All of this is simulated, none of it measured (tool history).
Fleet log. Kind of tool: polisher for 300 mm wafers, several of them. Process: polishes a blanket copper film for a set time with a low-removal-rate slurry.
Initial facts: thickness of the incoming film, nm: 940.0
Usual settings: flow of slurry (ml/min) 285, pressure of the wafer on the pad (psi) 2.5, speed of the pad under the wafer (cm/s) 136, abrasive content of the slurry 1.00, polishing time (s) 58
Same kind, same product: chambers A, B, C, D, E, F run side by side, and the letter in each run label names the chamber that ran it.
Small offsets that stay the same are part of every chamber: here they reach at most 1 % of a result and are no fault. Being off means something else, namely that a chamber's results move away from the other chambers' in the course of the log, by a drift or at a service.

run	hour	flow of slurry (ml/min)	pressure of the wafer on the pad (psi)	speed of the pad under the wafer (cm/s)	abrasive content of the slurry	polishing time (s)	film removed (nm)
# hour 1.1: chamber A: head pressure recalibrated
# hour 1.5: chamber E: worn pad replaced by a new one
# hour 8.1: chamber B: slurry blender recalibrated
1A	10.8	285	2.5	136	1.00	58	227.29
2B	23.4	285	2.5	136	1.00	58	234.52
3C	30.4	285	2.5	136	1.00	58	224.85
# hour 39.2: chamber D: worn pad replaced by a new one
4F	40.5	285	2.5	136	1.00	58	227.47
# hour 41.8: chamber F: worn pad replaced by a new one
5D	47.1	375	2.0	136	1.00	58	189.40
6E	56.4	375	2.0	136	1.00	58	188.44
# hour 68.3: chamber B: worn pad replaced by a new one
7D	69.2	375	2.0	136	1.00	58	190.72
# hour 73.6: chamber A: slurry nozzle cleaned
8E	79.9	375	2.0	136	1.00	58	186.99
# hour 85.5: chamber E: worn pad replaced by a new one
# hour 86.6: chamber A: worn pad replaced by a new one
# hour 89.1: chamber C: head pressure recalibrated
9F	92.3	375	2.0	136	1.00	58	184.53
# hour 97.5: chamber C: worn pad replaced by a new one
10C	106.1	375	2.0	136	1.00	58	187.11
11A	118.6	285	2.5	136	1.00	58	229.43
# hour 120.1: chamber E: slurry blender recalibrated
# hour 122.2: chamber E: slurry nozzle cleaned
# hour 125.5: chamber F: worn pad replaced by a new one
12B	125.9	285	2.5	136	1.00	58	227.79
# hour 129.2: chamber D: worn pad replaced by a new one
13B	138.5	285	2.9	136	1.00	58	267.23
14D	148.6	285	2.9	136	1.00	58	270.17
# hour 152.6: chamber B: worn pad replaced by a new one
15F	155.3	285	2.9	136	1.00	58	267.95
16C	167.9	285	2.9	136	1.00	58	265.41
# hour 178.0: chamber A: slurry blender recalibrated
17A	181.0	285	2.9	136	1.00	58	266.96
# hour 181.9: chamber E: worn pad replaced by a new one
# hour 185.1: chamber B: slurry nozzle cleaned
18E	192.7	285	2.9	136	1.00	58	263.60
19F	207.7	285	2.5	136	0.90	58	221.07
# hour 213.3: chamber F: slurry blender recalibrated
# hour 215.1: chamber F: slurry nozzle cleaned
20B	220.6	285	2.5	136	0.90	58	224.91
# hour 221.7: chamber F: worn pad replaced by a new one
# hour 225.0: chamber D: worn pad replaced by a new one
# hour 225.6: chamber C: worn pad replaced by a new one
# hour 227.5: chamber C: slurry blender recalibrated
21C	234.8	285	2.5	136	0.90	58	223.57
# hour 235.4: chamber B: worn pad replaced by a new one
22E	243.8	285	2.5	136	0.90	58	222.79
# hour 248.4: chamber A: worn pad replaced by a new one
23D	252.5	285	2.5	136	0.90	58	229.66
24A	262.9	285	2.5	136	0.90	58	222.41
25A	274.9	285	2.5	136	1.15	58	238.66
# hour 282.3: chamber E: worn pad replaced by a new one
26C	288.9	285	2.5	136	1.15	58	236.94
# hour 301.6: chamber F: worn pad replaced by a new one
27B	301.8	285	2.5	136	1.15	58	236.35
28E	309.3	285	2.5	136	1.15	58	237.00
# hour 311.1: chamber D: worn pad replaced by a new one
29F	323.0	285	2.5	136	1.15	58	231.20
# hour 324.8: chamber B: head pressure recalibrated
# hour 327.8: chamber B: worn pad replaced by a new one
# hour 335.9: chamber D: slurry blender recalibrated
30D	337.1	285	2.5	136	1.15	58	237.70
# hour 339.0: chamber B: slurry blender recalibrated
# hour 344.8: chamber C: worn pad replaced by a new one
31F	345.6	285	2.5	136	0.80	74	281.98
# hour 359.6: chamber E: worn pad replaced by a new one
32E	359.8	285	2.5	136	0.80	74	273.61
33B	374.8	285	2.5	136	0.80	74	278.97
# hour 383.0: chamber C: slurry nozzle cleaned
34C	387.2	285	2.5	136	0.80	74	277.88
# hour 396.6: chamber D: worn pad replaced by a new one
35A	397.5	285	2.5	136	0.80	74	276.12
# hour 399.6: chamber F: worn pad replaced by a new one
36D	408.5	285	2.5	136	0.80	74	277.29
37C	416.8	285	2.5	136	1.00	58	225.94
38D	429.6	285	2.5	136	1.00	58	227.96
39F	439.9	285	1.9	136	1.00	49	146.50

Next, all 6 chambers run the settings below, one line each with question marks for the results. What does each chamber give?
40A	450.7	285	2.5	136	1.00	58	?
40B	450.7	285	2.5	136	1.00	58	?
40C	450.7	285	2.5	136	1.00	58	?
40D	450.7	285	2.5	136	1.00	58	?
40E	450.7	285	2.5	136	1.00	58	?
40F	450.7	285	2.5	136	1.00	58	?

run	film removed (nm)
40A	227.33
40B	225.86
40C	228.29
40D	225.89
40E	227.84
40F	228.32

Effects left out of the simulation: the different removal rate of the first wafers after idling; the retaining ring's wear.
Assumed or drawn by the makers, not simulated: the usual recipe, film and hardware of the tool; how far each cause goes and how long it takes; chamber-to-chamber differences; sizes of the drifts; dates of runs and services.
